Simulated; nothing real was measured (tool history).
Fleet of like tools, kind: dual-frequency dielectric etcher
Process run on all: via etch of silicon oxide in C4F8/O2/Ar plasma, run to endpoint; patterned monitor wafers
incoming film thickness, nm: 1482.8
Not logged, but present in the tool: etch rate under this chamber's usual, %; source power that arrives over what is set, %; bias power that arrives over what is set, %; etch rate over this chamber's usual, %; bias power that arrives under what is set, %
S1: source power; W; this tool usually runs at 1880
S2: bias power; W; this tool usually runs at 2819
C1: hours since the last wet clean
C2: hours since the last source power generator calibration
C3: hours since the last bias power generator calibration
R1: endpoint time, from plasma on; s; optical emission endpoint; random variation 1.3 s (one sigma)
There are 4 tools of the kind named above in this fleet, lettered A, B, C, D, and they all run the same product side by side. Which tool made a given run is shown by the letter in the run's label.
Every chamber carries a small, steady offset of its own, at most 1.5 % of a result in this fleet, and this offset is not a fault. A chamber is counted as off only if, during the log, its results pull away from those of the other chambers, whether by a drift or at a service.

{"run": "1C", "hour": 3.9, "S1": 1880, "S2": 2819, "C1": 376.6, "C2": 1875.7, "C3": 1832.8, "R1": 269.24}
{"run": "2D", "hour": 6.4, "S1": 1880, "S2": 2819, "C1": 270.3, "C2": 1422.2, "C3": 1577.7, "R1": 271.12}
{"hour": 11.7, "done": "chamber B: bias power generator calibrated"}
{"run": "3B", "hour": 11.7, "S1": 1880, "S2": 2819, "C1": 12.2, "C2": 1302.6, "C3": 0.1, "R1": 270.76}
{"run": "4A", "hour": 15.3, "S1": 1880, "S2": 2819, "C1": 327.9, "C2": 784.5, "C3": 1921.9, "R1": 272.07}
{"run": "5C", "hour": 18.6, "S1": 1680, "S2": 3094, "C1": 391.3, "C2": 1890.4, "C3": 1847.5, "R1": 271.15}
{"run": "6B", "hour": 23.6, "S1": 1680, "S2": 3094, "C1": 24.1, "C2": 1314.5, "C3": 12, "R1": 274}
{"run": "7D", "hour": 27.0, "S1": 1680, "S2": 3094, "C1": 290.9, "C2": 1442.8, "C3": 1598.3, "R1": 275.68}
{"run": "8A", "hour": 31.7, "S1": 1680, "S2": 3094, "C1": 344.3, "C2": 800.9, "C3": 1938.3, "R1": 273.99}
{"run": "9B", "hour": 36.3, "S1": 1880, "S2": 2819, "C1": 36.8, "C2": 1327.2, "C3": 24.7, "R1": 270.29}
{"run": "10A", "hour": 39.9, "S1": 1880, "S2": 2819, "C1": 352.5, "C2": 809.1, "C3": 1946.5, "R1": 271.18}
{"run": "11C", "hour": 44.1, "S1": 1880, "S2": 2819, "C1": 416.8, "C2": 1915.9, "C3": 1873, "R1": 265.95}
{"run": "12D", "hour": 47.8, "S1": 1720, "S2": 2819, "C1": 311.7, "C2": 1463.6, "C3": 1619.1, "R1": 277.1}
{"run": "13C", "hour": 51.6, "S1": 1720, "S2": 2819, "C1": 424.3, "C2": 1923.4, "C3": 1880.5, "R1": 278.76}
{"run": "14A", "hour": 55.1, "S1": 1720, "S2": 2819, "C1": 367.7, "C2": 824.3, "C3": 1961.7, "R1": 282.22}
{"run": "15D", "hour": 60.2, "S1": 1720, "S2": 2819, "C1": 324.1, "C2": 1476, "C3": 1631.5, "R1": 275.1}
{"run": "16B", "hour": 63.2, "S1": 1880, "S2": 2819, "C1": 63.7, "C2": 1354.1, "C3": 51.6, "R1": 271.51}
{"run": "17D", "hour": 66.7, "S1": 1880, "S2": 2819, "C1": 330.6, "C2": 1482.5, "C3": 1638, "R1": 264.59}
{"run": "18C", "hour": 70.2, "S1": 1880, "S2": 3081, "C1": 442.9, "C2": 1942, "C3": 1899.1, "R1": 261.2}
{"run": "19A", "hour": 73.0, "S1": 1880, "S2": 3081, "C1": 385.6, "C2": 842.2, "C3": 1979.6, "R1": 262.56}
{"hour": 73.9, "done": "chamber A: wet clean of the chamber"}
{"run": "20B", "hour": 77.2, "S1": 1880, "S2": 3081, "C1": 77.7, "C2": 1368.1, "C3": 65.6, "R1": 261.45}
{"run": "21A", "hour": 81.7, "S1": 1880, "S2": 3081, "C1": 7.8, "C2": 850.9, "C3": 1988.3, "R1": 260.86}
{"run": "22D", "hour": 86.5, "S1": 1880, "S2": 2819, "C1": 350.4, "C2": 1502.3, "C3": 1657.8, "R1": 261.61}
{"run": "23C", "hour": 91.3, "S1": 1880, "S2": 2819, "C1": 464, "C2": 1963.1, "C3": 1920.2, "R1": 265.44}
{"run": "24B", "hour": 93.9, "S1": 1880, "S2": 2819, "C1": 94.4, "C2": 1384.8, "C3": 82.3, "R1": 270.86}
{"run": "25B", "hour": 96.5, "S1": 1880, "S2": 2819, "C1": 97, "C2": 1387.4, "C3": 84.9, "R1": 271.08}
{"run": "26D", "hour": 100.3, "S1": 1880, "S2": 2819, "C1": 364.2, "C2": 1516.1, "C3": 1671.6, "R1": 259.05}
{"run": "27A", "hour": 105.2, "S1": 1880, "S2": 2819, "C1": 31.3, "C2": 874.4, "C3": 2011.8, "R1": 269.04}
{"run": "28C", "hour": 109.9, "S1": 1880, "S2": 2819, "C1": 482.6, "C2": 1981.7, "C3": 1938.8, "R1": 267.61}
{"run": "29C", "hour": 114.5, "S1": 1880, "S2": 2819, "C1": 487.2, "C2": 1986.3, "C3": 1943.4, "R1": 264.85}
{"run": "30A", "hour": 118.8, "S1": 1880, "S2": 2819, "C1": 44.9, "C2": 888, "C3": 2025.4, "R1": 270.3}

Read the log: is a single chamber off, either drifting away or since a service, is the gauge that measures every chamber drifting, or is nothing wrong beyond small per-chamber offsets? Name any odd chamber and what most likely caused it.

Little by little, chamber D moves away from the other chambers.
Likeliest cause: etch rate over this chamber's usual, % = 5.47.

Below are 4 candidate recipes for chamber D's next run, each the usual settings with a change, their results shown as question marks. Which of them brings D's results back in line with what the other chambers give on the usual settings?
A result is in line if it is within this distance of the other chambers' mean on the usual settings: R1 4.6 s
{"run": "31D-1", "hour": 122.6, "S1": 1580, "S2": 2471, "R1": "?"}
{"run": "31D-2", "hour": 122.6, "S1": 2130, "S2": 2819, "R1": "?"}
{"run": "31D-3", "hour": 122.6, "S1": 2230, "S2": 3225, "R1": "?"}
{"run": "31D-4", "hour": 122.6, "S1": 1730, "S2": 2639, "R1": "?"}

On the usual settings, the other chambers give on average: R1 269.89 s
run=31D-1 R1=284.98
run=31D-2 R1=243.46
run=31D-3 R1=229.45
run=31D-4 R1=269.57
The right change is 31D-4: it brings the chamber back within the allowed miss of the others.

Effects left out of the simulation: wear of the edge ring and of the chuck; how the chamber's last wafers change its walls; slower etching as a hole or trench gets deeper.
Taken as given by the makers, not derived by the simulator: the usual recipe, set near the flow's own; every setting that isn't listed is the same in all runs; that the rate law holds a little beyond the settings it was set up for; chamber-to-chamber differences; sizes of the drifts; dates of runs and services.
